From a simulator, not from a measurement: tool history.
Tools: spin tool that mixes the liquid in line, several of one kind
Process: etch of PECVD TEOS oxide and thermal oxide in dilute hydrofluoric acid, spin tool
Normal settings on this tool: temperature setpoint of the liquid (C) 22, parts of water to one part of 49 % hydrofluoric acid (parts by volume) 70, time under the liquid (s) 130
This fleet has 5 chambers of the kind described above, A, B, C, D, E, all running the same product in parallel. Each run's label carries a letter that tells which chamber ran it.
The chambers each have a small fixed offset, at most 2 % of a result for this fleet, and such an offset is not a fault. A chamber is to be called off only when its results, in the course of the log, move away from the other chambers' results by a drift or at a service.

run     day  temperature setpoint of the liquid (C)  parts of water to one part of 49 % hydrofluoric acid (parts by volume)  time under the liquid (s)  hours since the thermometer was replaced  hours since the hydrofluoric acid flow meter was replaced  read-back film thickness of the PECVD TEOS oxide reference wafer, read on the same gauge (nm)  read-back film thickness of the thermal oxide reference wafer, read on the same gauge (nm)  thickness taken off the PECVD TEOS oxide on a monitor wafer (nm)  thickness taken off the thermal oxide on a monitor wafer (nm)
      0.192  -- chamber E: thermometer replaced
 1B   0.425                                      22                                                                      70                        130                                     161.8                                                     1155.9                                                                                            120                                                                                      59.989                                                            31.527                                                         8.6304
 2C   0.833                                      22                                                                      70                        130                                     304.1                                                      155.8                                                                                         119.99                                                                                      59.983                                                            31.006                                                         8.5326
 3E   1.192                                      22                                                                      70                        130                                      24.1                                                     1962.7                                                                                         119.99                                                                                      60.012                                                            30.796                                                         8.4876
 4A    1.45                                      22                                                                      70                        130                                    1171.9                                                      536.1                                                                                            120                                                                                      60.023                                                             32.27                                                         8.5074
 5D    1.95                                      22                                                                      60                        210                                     867.2                                                      259.1                                                                                         120.07                                                                                      59.991                                                            60.818                                                         16.051
 6D    2.35                                      22                                                                      60                        210                                     876.8                                                      268.7                                                                                         120.01                                                                                      60.023                                                            60.823                                                         15.993
 7E   2.717                                      22                                                                      60                        210                                      60.7                                                     1999.3                                                                                         120.01                                                                                      60.036                                                            60.579                                                         16.149
 8B   3.238                                      22                                                                      60                        210                                     229.3                                                     1223.4                                                                                         120.02                                                                                      60.003                                                            60.537                                                         16.289
 9C   3.629                                      22                                                                      60                        210                                     371.2                                                      222.9                                                                                         120.03                                                                                      59.997                                                            59.999                                                         16.134
10A   4.062                                      22                                                                      70                        130                                    1234.6                                                      598.8                                                                                         120.02                                                                                      60.008                                                            31.619                                                         8.4992
11D   4.521                                      22                                                                      70                        130                                     928.9                                                      320.8                                                                                            120                                                                                      59.986                                                             32.52                                                         8.4807
12B   4.788                                      22                                                                      70                        130                                     266.5                                                     1260.6                                                                                         119.98                                                                                      59.992                                                            31.411                                                         8.6031
13E   5.254                                      22                                                                      70                        130                                     121.6                                                     2060.2                                                                                         119.98                                                                                      59.985                                                            31.152                                                         8.4402
14C    5.55                                      22                                                                      70                        130                                     417.3                                                        269                                                                                         120.07                                                                                       59.99                                                            31.627                                                         8.4638
15A   5.908                                      22                                                                      70                        130                                    1278.9                                                      643.1                                                                                            120                                                                                      59.991                                                            31.649                                                          8.501
16C   6.412                                    19.5                                                                     105                        130                                       438                                                      289.7                                                                                         119.99                                                                                      60.018                                                            18.094                                                          4.875
17A   6.825                                    19.5                                                                     105                        130                                    1300.9                                                      665.1                                                                                         119.96                                                                                      60.037                                                            18.317                                                         4.9876
18B   7.333                                    19.5                                                                     105                        130                                     327.6                                                     1321.7                                                                                         120.02                                                                                      59.979                                                            18.519                                                         4.9277
19E   7.804                                    19.5                                                                     105                        130                                     182.8                                                     2121.4                                                                                         119.98                                                                                      60.017                                                            18.249                                                         4.8577
20D   8.271                                    19.5                                                                     105                        130                                    1018.9                                                      410.8                                                                                         120.03                                                                                      60.045                                                            18.621                                                         4.9012
21A   8.612                                      22                                                                      70                        175                                    1343.8                                                        708                                                                                         119.98                                                                                      59.995                                                            42.588                                                         11.588
22C   8.942                                      22                                                                      70                        175                                     498.7                                                      350.4                                                                                            120                                                                                      59.992                                                            41.954                                                         11.461
23B   9.171                                      22                                                                      70                        175                                     371.7                                                     1365.8                                                                                         120.03                                                                                       60.02                                                            43.496                                                         11.658
24E   9.654                                      22                                                                      70                        175                                     227.2                                                     2165.8                                                                                         119.99                                                                                      59.992                                                            41.399                                                         11.395
25D  10.162                                      22                                                                      70                        175                                    1064.3                                                      456.2                                                                                         120.04                                                                                      60.008                                                            43.582                                                         11.328
26D  10.525                                      22                                                                      70                        130                                      1073                                                      464.9                                                                                         119.99                                                                                      59.986                                                            32.412                                                         8.4267
27B  10.996                                      22                                                                      70                        130                                     415.5                                                     1409.6                                                                                            120                                                                                      59.975                                                            31.361                                                         8.5438
28A  11.246                                      22                                                                      70                        130                                      1407                                                      771.2                                                                                         119.99                                                                                      59.949                                                            31.396                                                         8.5903
29C  11.583                                      22                                                                      70                        130                                     562.1                                                      413.8                                                                                         120.01                                                                                      60.025                                                            32.128                                                         8.4617
30E  12.092                                      22                                                                      70                        130                                     285.7                                                     2224.3                                                                                         120.04                                                                                      59.997                                                              31.4                                                         8.5294
31B  12.517                                      22                                                                      70                        130                                       452                                                     1446.1                                                                                         120.04                                                                                      59.997                                                            31.481                                                         8.6501
32C  12.808                                      22                                                                      50                         80                                     591.5                                                      443.2                                                                                         120.01                                                                                      59.996                                                             28.28                                                         7.4569
33E   13.15                                      22                                                                      50                         80                                     311.1                                                     2249.7                                                                                         120.03                                                                                      60.001                                                            28.049                                                         7.4591
     13.329  -- chamber C: hydrofluoric acid flow meter replaced
34D  13.612                                      22                                                                      50                         80                                    1147.1                                                        539                                                                                         119.98                                                                                      59.989                                                            28.076                                                         7.4537
35A  14.067                                      22                                                                      50                         80                                    1474.7                                                      838.9                                                                                         120.01                                                                                      60.003                                                            27.852                                                         7.4685
36C   14.45                                      22                                                                      50                         80                                     630.9                                                         27                                                                                         120.01                                                                                      59.999                                                            27.946                                                          7.432
37B  14.954                                      22                                                                      70                         65                                     510.5                                                     1504.6                                                                                            120                                                                                      59.995                                                            15.978                                                         4.2796

Is one chamber off against the others, does the gauge drift, or is nothing wrong? If a chamber is off, say which, and what the likeliest cause is.

Beyond each chamber's small constant offset nothing stands out, and the gauge stays steady.
